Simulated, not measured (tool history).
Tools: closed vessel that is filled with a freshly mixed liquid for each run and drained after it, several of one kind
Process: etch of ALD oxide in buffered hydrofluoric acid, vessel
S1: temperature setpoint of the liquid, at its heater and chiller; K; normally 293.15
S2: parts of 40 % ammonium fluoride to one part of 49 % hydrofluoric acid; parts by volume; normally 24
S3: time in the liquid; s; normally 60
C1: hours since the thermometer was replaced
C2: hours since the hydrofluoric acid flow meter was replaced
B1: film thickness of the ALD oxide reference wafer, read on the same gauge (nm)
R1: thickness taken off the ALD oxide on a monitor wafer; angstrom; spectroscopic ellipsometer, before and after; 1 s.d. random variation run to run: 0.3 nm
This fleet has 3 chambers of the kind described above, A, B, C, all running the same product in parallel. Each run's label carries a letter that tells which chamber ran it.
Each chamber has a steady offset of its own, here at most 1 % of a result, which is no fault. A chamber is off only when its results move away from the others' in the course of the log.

{"run": "1B", "hour": 3.4, "S1": 293.15, "S2": 24, "S3": 60, "C1": 2289.6, "C2": 728.2, "B1": 59.984, "R1": 454.25}
{"run": "2C", "hour": 6.9, "S1": 293.15, "S2": 24, "S3": 60, "C1": 633.6, "C2": 1203.7, "B1": 59.99, "R1": 451.51}
{"run": "3A", "hour": 10.1, "S1": 293.15, "S2": 24, "S3": 60, "C1": 162.8, "C2": 60.9, "B1": 59.992, "R1": 462.11}
{"run": "4A", "hour": 15.6, "S1": 293.15, "S2": 24, "S3": 60, "C1": 168.3, "C2": 66.4, "B1": 59.995, "R1": 449.81}
{"run": "5C", "hour": 19.3, "S1": 293.15, "S2": 24, "S3": 60, "C1": 646, "C2": 1216.1, "B1": 59.992, "R1": 453.95}
{"run": "6B", "hour": 24.2, "S1": 293.15, "S2": 24, "S3": 60, "C1": 2310.4, "C2": 749, "B1": 60.03, "R1": 459.68}
{"run": "7B", "hour": 27.9, "S1": 296.65, "S2": 24, "S3": 60, "C1": 2314.1, "C2": 752.7, "B1": 59.97, "R1": 549.67}
{"run": "8C", "hour": 33.3, "S1": 296.65, "S2": 24, "S3": 60, "C1": 660, "C2": 1230.1, "B1": 59.996, "R1": 551.61}
{"run": "9A", "hour": 38.8, "S1": 296.65, "S2": 24, "S3": 60, "C1": 191.5, "C2": 89.6, "B1": 59.973, "R1": 548.88}
{"run": "10C", "hour": 42.9, "S1": 293.15, "S2": 24, "S3": 60, "C1": 669.6, "C2": 1239.7, "B1": 59.991, "R1": 454.01}
{"run": "11B", "hour": 48.4, "S1": 293.15, "S2": 24, "S3": 60, "C1": 2334.6, "C2": 773.2, "B1": 59.997, "R1": 442.78}
{"run": "12A", "hour": 52.5, "S1": 293.15, "S2": 24, "S3": 60, "C1": 205.2, "C2": 103.3, "B1": 60.004, "R1": 453.02}
{"run": "13B", "hour": 55.3, "S1": 293.15, "S2": 24, "S3": 60, "C1": 2341.5, "C2": 780.1, "B1": 59.982, "R1": 450.41}
{"hour": 55.5, "done": "chamber B: thermometer replaced"}
{"run": "14A", "hour": 60.2, "S1": 293.15, "S2": 24, "S3": 60, "C1": 212.9, "C2": 111, "B1": 60.036, "R1": 454.62}
{"run": "15C", "hour": 64.3, "S1": 293.15, "S2": 24, "S3": 60, "C1": 691, "C2": 1261.1, "B1": 60.006, "R1": 450.98}
{"run": "16C", "hour": 69.3, "S1": 293.15, "S2": 24, "S3": 60, "C1": 696, "C2": 1266.1, "B1": 59.987, "R1": 445.47}
{"run": "17A", "hour": 72.8, "S1": 293.15, "S2": 24, "S3": 60, "C1": 225.5, "C2": 123.6, "B1": 60.001, "R1": 448.19}
{"run": "18B", "hour": 77.6, "S1": 293.15, "S2": 24, "S3": 95, "C1": 22.1, "C2": 802.4, "B1": 59.985, "R1": 699.83}
{"run": "19C", "hour": 82.6, "S1": 293.15, "S2": 24, "S3": 95, "C1": 709.3, "C2": 1279.4, "B1": 59.999, "R1": 718.59}
{"run": "20A", "hour": 87.9, "S1": 293.15, "S2": 24, "S3": 95, "C1": 240.6, "C2": 138.7, "B1": 59.988, "R1": 720.84}
{"run": "21B", "hour": 91.4, "S1": 293.15, "S2": 24, "S3": 60, "C1": 35.9, "C2": 816.2, "B1": 59.991, "R1": 442.95}
{"run": "22C", "hour": 94.6, "S1": 293.15, "S2": 24, "S3": 60, "C1": 721.3, "C2": 1291.4, "B1": 60.005, "R1": 450.64}
{"run": "23B", "hour": 99.9, "S1": 293.15, "S2": 24, "S3": 60, "C1": 44.4, "C2": 824.7, "B1": 59.999, "R1": 437.44}
{"run": "24A", "hour": 103.5, "S1": 293.15, "S2": 24, "S3": 60, "C1": 256.2, "C2": 154.3, "B1": 59.998, "R1": 456.52}
{"run": "25A", "hour": 107.8, "S1": 293.15, "S2": 24, "S3": 60, "C1": 260.5, "C2": 158.6, "B1": 60.023, "R1": 452.99}
{"run": "26B", "hour": 111.6, "S1": 293.15, "S2": 30, "S3": 60, "C1": 56.1, "C2": 836.4, "B1": 60.014, "R1": 367.07}

Each of the 3 chambers runs these same settings next. Fill in every chamber's results:
{"run": "27A", "hour": 115.6, "S1": 293.15, "S2": 24, "S3": 60, "R1": "?"}
{"run": "27B", "hour": 115.6, "S1": 293.15, "S2": 24, "S3": 60, "R1": "?"}
{"run": "27C", "hour": 115.6, "S1": 293.15, "S2": 24, "S3": 60, "R1": "?"}

run=27A R1=451.22
run=27B R1=438.61
run=27C R1=453.54
